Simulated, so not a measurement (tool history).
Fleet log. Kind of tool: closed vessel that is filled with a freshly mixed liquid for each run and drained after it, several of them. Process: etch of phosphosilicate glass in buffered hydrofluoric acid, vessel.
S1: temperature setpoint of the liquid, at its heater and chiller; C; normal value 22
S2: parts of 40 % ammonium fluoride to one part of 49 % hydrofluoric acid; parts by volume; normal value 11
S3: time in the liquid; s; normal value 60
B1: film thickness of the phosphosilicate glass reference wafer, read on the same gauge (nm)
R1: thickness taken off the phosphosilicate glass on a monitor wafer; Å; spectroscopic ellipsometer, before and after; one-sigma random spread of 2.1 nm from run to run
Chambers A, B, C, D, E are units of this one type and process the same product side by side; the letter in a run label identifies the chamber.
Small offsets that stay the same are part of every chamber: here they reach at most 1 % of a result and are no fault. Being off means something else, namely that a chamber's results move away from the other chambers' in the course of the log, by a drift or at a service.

run 1B hour=15.2 | S1=22 S2=11 S3=60 | B1=120.05 | R1=2843.7
run 2C hour=24 | S1=22 S2=11 S3=60 | B1=120.02 | R1=2853.2
run 3E hour=34.2 | S1=22 S2=11 S3=60 | B1=119.98 | R1=2847.9
run 4D hour=46.1 | S1=22 S2=11 S3=60 | B1=120.01 | R1=2886.4
run 5A hour=56.7 | S1=22 S2=11 S3=85 | B1=120.01 | R1=4040.6
run 6D hour=66.9 | S1=22 S2=11 S3=85 | B1=119.98 | R1=4018.1
run 7E hour=81 | S1=22 S2=11 S3=85 | B1=119.97 | R1=4075
run 8A hour=94.5 | S1=22 S2=11 S3=85 | B1=120 | R1=3997.9
run 9C hour=108.8 | S1=22 S2=11 S3=85 | B1=120 | R1=4110
run 10B hour=117.1 | S1=22 S2=11 S3=60 | B1=119.99 | R1=2837.1
run 11A hour=130.9 | S1=22 S2=11 S3=60 | B1=119.95 | R1=2841.3
run 12B hour=142.9 | S1=22 S2=11 S3=75 | B1=120.03 | R1=3536.1
run 13D hour=149.6 | S1=22 S2=11 S3=75 | B1=120.01 | R1=3515.7
run 14C hour=156.2 | S1=22 S2=11 S3=75 | B1=120 | R1=3563
run 15E hour=167.8 | S1=22 S2=11 S3=75 | B1=120.02 | R1=3550.2
run 16A hour=176.8 | S1=22 S2=11 S3=75 | B1=120 | R1=3564.2
run 17C hour=184.4 | S1=22 S2=11 S3=95 | B1=119.97 | R1=4592.8
run 18B hour=198.2 | S1=22 S2=11 S3=95 | B1=120.01 | R1=4648.1
run 19E hour=211.2 | S1=22 S2=11 S3=95 | B1=120.01 | R1=4579.6
run 20D hour=224.1 | S1=22 S2=11 S3=95 | B1=120.01 | R1=4455.3
run 21A hour=231.3 | S1=22 S2=11 S3=95 | B1=119.98 | R1=4454.3
run 22C hour=242.1 | S1=20.5 S2=8 S3=60 | B1=120.01 | R1=3521.6
-- hour=255.9 chamber A: thermometer replaced
run 23E hour=256.7 | S1=20.5 S2=8 S3=60 | B1=120.02 | R1=3434.5
run 24B hour=264.2 | S1=20.5 S2=8 S3=60 | B1=119.98 | R1=3632.8
run 25D hour=271.1 | S1=20.5 S2=8 S3=60 | B1=120.01 | R1=3506.2
run 26D hour=280.1 | S1=20.5 S2=8 S3=60 | B1=120 | R1=3536.9
run 27A hour=294.3 | S1=22 S2=9.5 S3=90 | B1=120.01 | R1=4823.9
run 28C hour=305.4 | S1=22 S2=9.5 S3=90 | B1=120 | R1=4877.8
run 29B hour=314.4 | S1=22 S2=9.5 S3=90 | B1=120.01 | R1=5073.2
run 30E hour=324.9 | S1=22 S2=9.5 S3=90 | B1=119.94 | R1=4882.1
run 31D hour=332.8 | S1=22 S2=9.5 S3=90 | B1=120.02 | R1=4788.6
-- hour=336.5 chamber E: hydrofluoric acid flow meter replaced
run 32E hour=343.2 | S1=22 S2=11 S3=85 | B1=120.02 | R1=4016.2
run 33C hour=353.5 | S1=22 S2=11 S3=85 | B1=119.99 | R1=4069.8
run 34A hour=367.4 | S1=22 S2=11 S3=85 | B1=120 | R1=4026.7
run 35B hour=381.7 | S1=22 S2=11 S3=85 | B1=120.02 | R1=4341.4
run 36D hour=391.7 | S1=22 S2=11 S3=85 | B1=119.99 | R1=4008.6

Is one chamber out of step, is the gauge drifting, or do the chambers differ by no more than their own small offsets? For an off chamber, give its letter and the likeliest cause.

One chamber, B, drifts off from the rest bit by bit.
Most likely cause: hydrofluoric acid flow above the setpoint (%) = 9.98.
The log may not separate it from: liquid hotter than its thermometer reads (K).

Here are 4 candidates for chamber B's next run, each the usual settings with a change, their results left as question marks. Which one brings its results back in line with what the others give on the usual settings?
Allowed miss from the other chambers' usual-settings mean, per result, to count as in line: R1 75 Å
run 37B-1 hour=402.6 | S1=22.5 S2=11 S3=60 | R1=?
run 37B-2 hour=402.6 | S1=22 S2=11 S3=65 | R1=?
run 37B-3 hour=402.6 | S1=22 S2=11 S3=55 | R1=?
run 37B-4 hour=402.6 | S1=21.5 S2=11 S3=60 | R1=?

The other chambers' mean on the usual settings: R1 2852.6 Å
run=37B-1 R1=3186.7
run=37B-2 R1=3358.3
run=37B-3 R1=2841.6
run=37B-4 R1=3013.6
Change 37B-3 lands the chamber within the allowed miss of the other chambers.

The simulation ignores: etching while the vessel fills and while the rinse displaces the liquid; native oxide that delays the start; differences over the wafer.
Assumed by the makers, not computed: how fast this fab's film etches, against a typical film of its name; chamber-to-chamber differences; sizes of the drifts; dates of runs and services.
